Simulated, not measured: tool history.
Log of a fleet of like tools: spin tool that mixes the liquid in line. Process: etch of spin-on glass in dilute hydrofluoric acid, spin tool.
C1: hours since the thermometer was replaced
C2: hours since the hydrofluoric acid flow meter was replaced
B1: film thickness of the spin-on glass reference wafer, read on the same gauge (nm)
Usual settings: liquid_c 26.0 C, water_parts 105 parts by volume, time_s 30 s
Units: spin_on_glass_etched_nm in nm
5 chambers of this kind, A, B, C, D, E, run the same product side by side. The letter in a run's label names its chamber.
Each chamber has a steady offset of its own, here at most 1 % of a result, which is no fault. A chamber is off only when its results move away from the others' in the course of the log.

{"run": "1C", "hour": 11.2, "liquid_c": 26.0, "water_parts": 105, "time_s": 30, "C1": 1123.2, "C2": 732.2, "B1": 29.979, "spin_on_glass_etched_nm": 21.209}
{"run": "2A", "hour": 17.0, "liquid_c": 26.0, "water_parts": 105, "time_s": 30, "C1": 788.2, "C2": 263.2, "B1": 30.024, "spin_on_glass_etched_nm": 21.03}
{"run": "3B", "hour": 27.3, "liquid_c": 26.0, "water_parts": 105, "time_s": 30, "C1": 795.9, "C2": 422.5, "B1": 29.982, "spin_on_glass_etched_nm": 21.462}
{"run": "4D", "hour": 36.2, "liquid_c": 26.0, "water_parts": 105, "time_s": 30, "C1": 1145.3, "C2": 182.9, "B1": 29.976, "spin_on_glass_etched_nm": 21.245}
{"run": "5E", "hour": 43.5, "liquid_c": 26.0, "water_parts": 105, "time_s": 30, "C1": 978.7, "C2": 505.6, "B1": 29.969, "spin_on_glass_etched_nm": 21.099}
{"run": "6C", "hour": 53.5, "liquid_c": 26.0, "water_parts": 105, "time_s": 30, "C1": 1165.5, "C2": 774.5, "B1": 29.995, "spin_on_glass_etched_nm": 21.2}
{"run": "7B", "hour": 62.0, "liquid_c": 26.0, "water_parts": 105, "time_s": 30, "C1": 830.6, "C2": 457.2, "B1": 30.004, "spin_on_glass_etched_nm": 21.117}
{"run": "8D", "hour": 72.2, "liquid_c": 23.5, "water_parts": 70, "time_s": 30, "C1": 1181.3, "C2": 218.9, "B1": 30.026, "spin_on_glass_etched_nm": 29.747}
{"run": "9A", "hour": 81.5, "liquid_c": 23.5, "water_parts": 70, "time_s": 30, "C1": 852.7, "C2": 327.7, "B1": 30.021, "spin_on_glass_etched_nm": 29.838}
{"run": "10E", "hour": 87.8, "liquid_c": 23.5, "water_parts": 70, "time_s": 30, "C1": 1023.0, "C2": 549.9, "B1": 30.003, "spin_on_glass_etched_nm": 29.827}
{"run": "11D", "hour": 95.8, "liquid_c": 23.5, "water_parts": 70, "time_s": 30, "C1": 1204.9, "C2": 242.5, "B1": 30.001, "spin_on_glass_etched_nm": 30.014}
{"run": "12B", "hour": 106.6, "liquid_c": 23.5, "water_parts": 70, "time_s": 30, "C1": 875.2, "C2": 501.8, "B1": 29.991, "spin_on_glass_etched_nm": 30.366}
{"run": "13A", "hour": 113.2, "liquid_c": 26.0, "water_parts": 105, "time_s": 30, "C1": 884.4, "C2": 359.4, "B1": 30.032, "spin_on_glass_etched_nm": 20.92}
{"run": "14C", "hour": 124.0, "liquid_c": 26.0, "water_parts": 105, "time_s": 30, "C1": 1236.0, "C2": 845.0, "B1": 29.98, "spin_on_glass_etched_nm": 21.169}
{"run": "15E", "hour": 133.7, "liquid_c": 26.0, "water_parts": 105, "time_s": 30, "C1": 1068.9, "C2": 595.8, "B1": 29.981, "spin_on_glass_etched_nm": 21.261}
{"run": "16D", "hour": 142.0, "liquid_c": 30.5, "water_parts": 105, "time_s": 30, "C1": 1251.1, "C2": 288.7, "B1": 30.017, "spin_on_glass_etched_nm": 25.09}
{"hour": 142.1, "done": "chamber E: hydrofluoric acid flow meter replaced"}
{"hour": 143.1, "done": "chamber C: hydrofluoric acid flow meter replaced"}
{"run": "17A", "hour": 153.3, "liquid_c": 30.5, "water_parts": 105, "time_s": 30, "C1": 924.5, "C2": 399.5, "B1": 29.997, "spin_on_glass_etched_nm": 24.859}
{"run": "18B", "hour": 160.2, "liquid_c": 30.5, "water_parts": 105, "time_s": 30, "C1": 928.8, "C2": 555.4, "B1": 30.008, "spin_on_glass_etched_nm": 25.365}
{"run": "19C", "hour": 169.5, "liquid_c": 30.5, "water_parts": 105, "time_s": 30, "C1": 1281.5, "C2": 26.5, "B1": 30.038, "spin_on_glass_etched_nm": 24.966}
{"run": "20E", "hour": 179.4, "liquid_c": 30.5, "water_parts": 105, "time_s": 30, "C1": 1114.6, "C2": 37.3, "B1": 29.997, "spin_on_glass_etched_nm": 25.6}
{"run": "21C", "hour": 185.7, "liquid_c": 26.0, "water_parts": 105, "time_s": 20, "C1": 1297.7, "C2": 42.7, "B1": 30.013, "spin_on_glass_etched_nm": 14.174}
{"run": "22A", "hour": 192.6, "liquid_c": 26.0, "water_parts": 105, "time_s": 20, "C1": 963.8, "C2": 438.8, "B1": 29.991, "spin_on_glass_etched_nm": 13.945}
{"run": "23E", "hour": 202.9, "liquid_c": 26.0, "water_parts": 105, "time_s": 20, "C1": 1138.1, "C2": 60.8, "B1": 29.984, "spin_on_glass_etched_nm": 14.385}
{"run": "24B", "hour": 213.9, "liquid_c": 26.0, "water_parts": 105, "time_s": 20, "C1": 982.5, "C2": 609.1, "B1": 29.989, "spin_on_glass_etched_nm": 14.232}
{"run": "25D", "hour": 224.0, "liquid_c": 26.0, "water_parts": 105, "time_s": 20, "C1": 1333.1, "C2": 370.7, "B1": 29.989, "spin_on_glass_etched_nm": 13.961}
{"run": "26C", "hour": 235.6, "liquid_c": 26.0, "water_parts": 105, "time_s": 30, "C1": 1347.6, "C2": 92.6, "B1": 29.999, "spin_on_glass_etched_nm": 21.083}
{"run": "27E", "hour": 244.5, "liquid_c": 26.0, "water_parts": 105, "time_s": 30, "C1": 1179.7, "C2": 102.4, "B1": 30.022, "spin_on_glass_etched_nm": 22.115}
{"run": "28B", "hour": 251.1, "liquid_c": 26.0, "water_parts": 105, "time_s": 30, "C1": 1019.7, "C2": 646.3, "B1": 29.969, "spin_on_glass_etched_nm": 21.291}
{"run": "29D", "hour": 259.3, "liquid_c": 26.0, "water_parts": 105, "time_s": 30, "C1": 1368.4, "C2": 406.0, "B1": 30.004, "spin_on_glass_etched_nm": 21.0}
{"run": "30A", "hour": 269.7, "liquid_c": 26.0, "water_parts": 105, "time_s": 30, "C1": 1040.9, "C2": 515.9, "B1": 30.022, "spin_on_glass_etched_nm": 21.093}
{"run": "31C", "hour": 276.3, "liquid_c": 26.0, "water_parts": 105, "time_s": 30, "C1": 1388.3, "C2": 133.3, "B1": 30.008, "spin_on_glass_etched_nm": 21.082}
{"run": "32B", "hour": 286.0, "liquid_c": 26.0, "water_parts": 105, "time_s": 15, "C1": 1054.6, "C2": 681.2, "B1": 29.999, "spin_on_glass_etched_nm": 10.633}
{"run": "33D", "hour": 291.6, "liquid_c": 26.0, "water_parts": 105, "time_s": 15, "C1": 1400.7, "C2": 438.3, "B1": 29.966, "spin_on_glass_etched_nm": 10.632}
{"run": "34A", "hour": 303.7, "liquid_c": 26.0, "water_parts": 105, "time_s": 15, "C1": 1074.9, "C2": 549.9, "B1": 29.98, "spin_on_glass_etched_nm": 10.521}
{"run": "35E", "hour": 313.0, "liquid_c": 26.0, "water_parts": 105, "time_s": 15, "C1": 1248.2, "C2": 170.9, "B1": 29.983, "spin_on_glass_etched_nm": 11.256}
{"run": "36C", "hour": 319.5, "liquid_c": 26.0, "water_parts": 105, "time_s": 15, "C1": 1431.5, "C2": 176.5, "B1": 30.034, "spin_on_glass_etched_nm": 10.574}
{"run": "37A", "hour": 326.3, "liquid_c": 30.5, "water_parts": 140, "time_s": 30, "C1": 1097.5, "C2": 572.5, "B1": 30.002, "spin_on_glass_etched_nm": 17.816}
{"run": "38B", "hour": 334.4, "liquid_c": 30.5, "water_parts": 140, "time_s": 30, "C1": 1103.0, "C2": 729.6, "B1": 30.022, "spin_on_glass_etched_nm": 18.204}
{"run": "39E", "hour": 343.7, "liquid_c": 30.5, "water_parts": 140, "time_s": 30, "C1": 1278.9, "C2": 201.6, "B1": 30.009, "spin_on_glass_etched_nm": 19.079}
{"run": "40D", "hour": 349.5, "liquid_c": 30.5, "water_parts": 140, "time_s": 30, "C1": 1458.6, "C2": 496.2, "B1": 30.029, "spin_on_glass_etched_nm": 18.14}
{"run": "41D", "hour": 358.0, "liquid_c": 30.5, "water_parts": 140, "time_s": 30, "C1": 1467.1, "C2": 504.7, "B1": 29.999, "spin_on_glass_etched_nm": 18.135}

Next, every chamber runs the same settings. What will each give?
{"run": "42A", "hour": 366.7, "liquid_c": 21.0, "water_parts": 105, "time_s": 30, "spin_on_glass_etched_nm": "?"}
{"run": "42B", "hour": 366.7, "liquid_c": 21.0, "water_parts": 105, "time_s": 30, "spin_on_glass_etched_nm": "?"}
{"run": "42C", "hour": 366.7, "liquid_c": 21.0, "water_parts": 105, "time_s": 30, "spin_on_glass_etched_nm": "?"}
{"run": "42D", "hour": 366.7, "liquid_c": 21.0, "water_parts": 105, "time_s": 30, "spin_on_glass_etched_nm": "?"}
{"run": "42E", "hour": 366.7, "liquid_c": 21.0, "water_parts": 105, "time_s": 30, "spin_on_glass_etched_nm": "?"}

run=42A spin_on_glass_etched_nm=17.292
run=42B spin_on_glass_etched_nm=17.494
run=42C spin_on_glass_etched_nm=17.318
run=42D spin_on_glass_etched_nm=17.167
run=42E spin_on_glass_etched_nm=18.224

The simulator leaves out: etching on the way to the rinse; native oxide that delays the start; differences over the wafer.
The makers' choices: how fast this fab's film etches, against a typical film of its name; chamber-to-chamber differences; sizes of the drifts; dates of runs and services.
